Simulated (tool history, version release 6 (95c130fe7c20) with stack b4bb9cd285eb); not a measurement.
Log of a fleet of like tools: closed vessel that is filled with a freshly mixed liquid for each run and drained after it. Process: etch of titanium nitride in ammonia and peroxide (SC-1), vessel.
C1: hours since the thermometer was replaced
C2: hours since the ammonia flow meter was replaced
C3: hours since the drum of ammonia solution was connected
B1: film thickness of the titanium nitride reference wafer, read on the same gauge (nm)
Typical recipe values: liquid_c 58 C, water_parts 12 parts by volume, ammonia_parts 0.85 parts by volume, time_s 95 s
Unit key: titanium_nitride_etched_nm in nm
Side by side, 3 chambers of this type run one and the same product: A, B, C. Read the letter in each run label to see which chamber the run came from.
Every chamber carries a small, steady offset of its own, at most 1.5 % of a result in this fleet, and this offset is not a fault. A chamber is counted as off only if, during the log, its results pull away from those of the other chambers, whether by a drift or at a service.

Run 1B, hour 12.4: usual settings; C1 1640.1; C2 313.1; C3 206.2; B1 79.975. Result: titanium_nitride_etched_nm 7.6783 nm.
Run 2A, hour 19.8: usual settings; C1 462.8; C2 674.4; C3 450; B1 79.994. Result: titanium_nitride_etched_nm 7.5182 nm.
Run 3C, hour 29.1: usual settings; C1 2041.7; C2 412; C3 763.5; B1 80.009. Result: titanium_nitride_etched_nm 7.5665 nm.
Run 4B, hour 38.6: usual settings; C1 1666.3; C2 339.3; C3 232.4; B1 80.022. Result: titanium_nitride_etched_nm 7.6915 nm.
Run 5A, hour 51.2: usual settings; C1 494.2; C2 705.8; C3 481.4; B1 80.004. Result: titanium_nitride_etched_nm 7.6178 nm.
Run 6C, hour 60.3: usual settings; C1 2072.9; C2 443.2; C3 794.7; B1 79.993. Result: titanium_nitride_etched_nm 7.5002 nm.
Run 7C, hour 68.9: usual settings; C1 2081.5; C2 451.8; C3 803.3; B1 80.008. Result: titanium_nitride_etched_nm 7.5187 nm.
Run 8B, hour 76.4: usual settings; C1 1704.1; C2 377.1; C3 270.2; B1 79.988. Result: titanium_nitride_etched_nm 7.6405 nm.
At hour 77.7: chamber A: ammonia flow meter replaced.
Run 9A, hour 89.1: usual settings but ammonia_parts 0.7 parts by volume, time_s 120 s; C1 532.1; C2 11.5; C3 519.3; B1 80.011. Result: titanium_nitride_etched_nm 9.2617 nm.
Run 10C, hour 100.6: usual settings but ammonia_parts 0.7 parts by volume, time_s 120 s; C1 2113.2; C2 483.5; C3 835; B1 80. Result: titanium_nitride_etched_nm 9.0904 nm.
At hour 102.4: chamber C: ammonia flow meter replaced.
Run 11B, hour 115.1: usual settings but ammonia_parts 0.7 parts by volume, time_s 120 s; C1 1742.8; C2 415.8; C3 308.9; B1 79.993. Result: titanium_nitride_etched_nm 9.3511 nm.
At hour 124: chamber C: new drum of ammonia solution connected.
Run 12A, hour 129.8: usual settings; C1 572.8; C2 52.2; C3 560; B1 79.997. Result: titanium_nitride_etched_nm 7.6381 nm.
Run 13C, hour 141.5: usual settings; C1 2154.1; C2 39.1; C3 17.5; B1 80.003. Result: titanium_nitride_etched_nm 7.4379 nm.
Run 14B, hour 153.4: usual settings; C1 1781.1; C2 454.1; C3 347.2; B1 80.001. Result: titanium_nitride_etched_nm 7.6432 nm.
Run 15A, hour 168.3: usual settings; C1 611.3; C2 90.7; C3 598.5; B1 80.021. Result: titanium_nitride_etched_nm 7.7019 nm.
At hour 177.7: chamber A: new drum of ammonia solution connected.
Run 16B, hour 180.8: usual settings; C1 1808.5; C2 481.5; C3 374.6; B1 80.007. Result: titanium_nitride_etched_nm 7.6693 nm.
Run 17A, hour 188.8: usual settings; C1 631.8; C2 111.2; C3 11.1; B1 80.008. Result: titanium_nitride_etched_nm 7.6802 nm.
Run 18C, hour 199.2: usual settings; C1 2211.8; C2 96.8; C3 75.2; B1 79.973. Result: titanium_nitride_etched_nm 7.2791 nm.
Run 19C, hour 206.4: usual settings; C1 2219; C2 104; C3 82.4; B1 80.002. Result: titanium_nitride_etched_nm 7.3578 nm.
Run 20B, hour 219.2: usual settings; C1 1846.9; C2 519.9; C3 413; B1 79.996. Result: titanium_nitride_etched_nm 7.6934 nm.
Run 21A, hour 235.6: usual settings; C1 678.6; C2 158; C3 57.9; B1 79.999. Result: titanium_nitride_etched_nm 7.671 nm.
Run 22A, hour 248.3: usual settings; C1 691.3; C2 170.7; C3 70.6; B1 79.996. Result: titanium_nitride_etched_nm 7.6035 nm.
Run 23C, hour 257.5: usual settings; C1 2270.1; C2 155.1; C3 133.5; B1 79.996. Result: titanium_nitride_etched_nm 7.2046 nm.
Run 24B, hour 270.2: usual settings; C1 1897.9; C2 570.9; C3 464; B1 80.01. Result: titanium_nitride_etched_nm 7.5927 nm.
Run 25C, hour 278.8: usual settings; C1 2291.4; C2 176.4; C3 154.8; B1 79.993. Result: titanium_nitride_etched_nm 7.2206 nm.
Run 26A, hour 287: usual settings but liquid_c 62.5 C, ammonia_parts 0.7 parts by volume; C1 730; C2 209.4; C3 109.3; B1 79.997. Result: titanium_nitride_etched_nm 9.9392 nm.
Run 27B, hour 298.6: usual settings but liquid_c 62.5 C, ammonia_parts 0.7 parts by volume; C1 1926.3; C2 599.3; C3 492.4; B1 79.986. Result: titanium_nitride_etched_nm 9.8723 nm.

One chamber off, gauge drift, or nothing amiss beyond the chambers' own small offsets? If it is a chamber, which one, and what is the likeliest cause?

Little by little, chamber C moves away from the other chambers.
Cause: liquid colder than its thermometer reads (K) = 0.596.

Here are 4 candidates for chamber C's next run, each the usual settings with a change, their results left as question marks. Which one brings its results back in line with what the others give on the usual settings?
A result is in line if it is within this distance of the other chambers' mean on the usual settings: titanium_nitride_etched_nm 0.16 nm
Run 28C-1, hour 310.4: usual settings but ammonia_parts 0.75 parts by volume. Result: titanium_nitride_etched_nm ?.
Run 28C-2, hour 310.4: usual settings but time_s 100 s. Result: titanium_nitride_etched_nm ?.
Run 28C-3, hour 310.4: usual settings but time_s 90 s. Result: titanium_nitride_etched_nm ?.
Run 28C-4, hour 310.4: usual settings but water_parts 11.5 parts by volume. Result: titanium_nitride_etched_nm ?.

The other chambers' mean on the usual settings: titanium_nitride_etched_nm 7.6082 nm
  run  titanium_nitride_etched_nm
28C-1                      7.0849
28C-2                      7.6145
28C-3                       6.853
28C-4                      7.3939
With 28C-2, the chamber falls back in line with the rest.
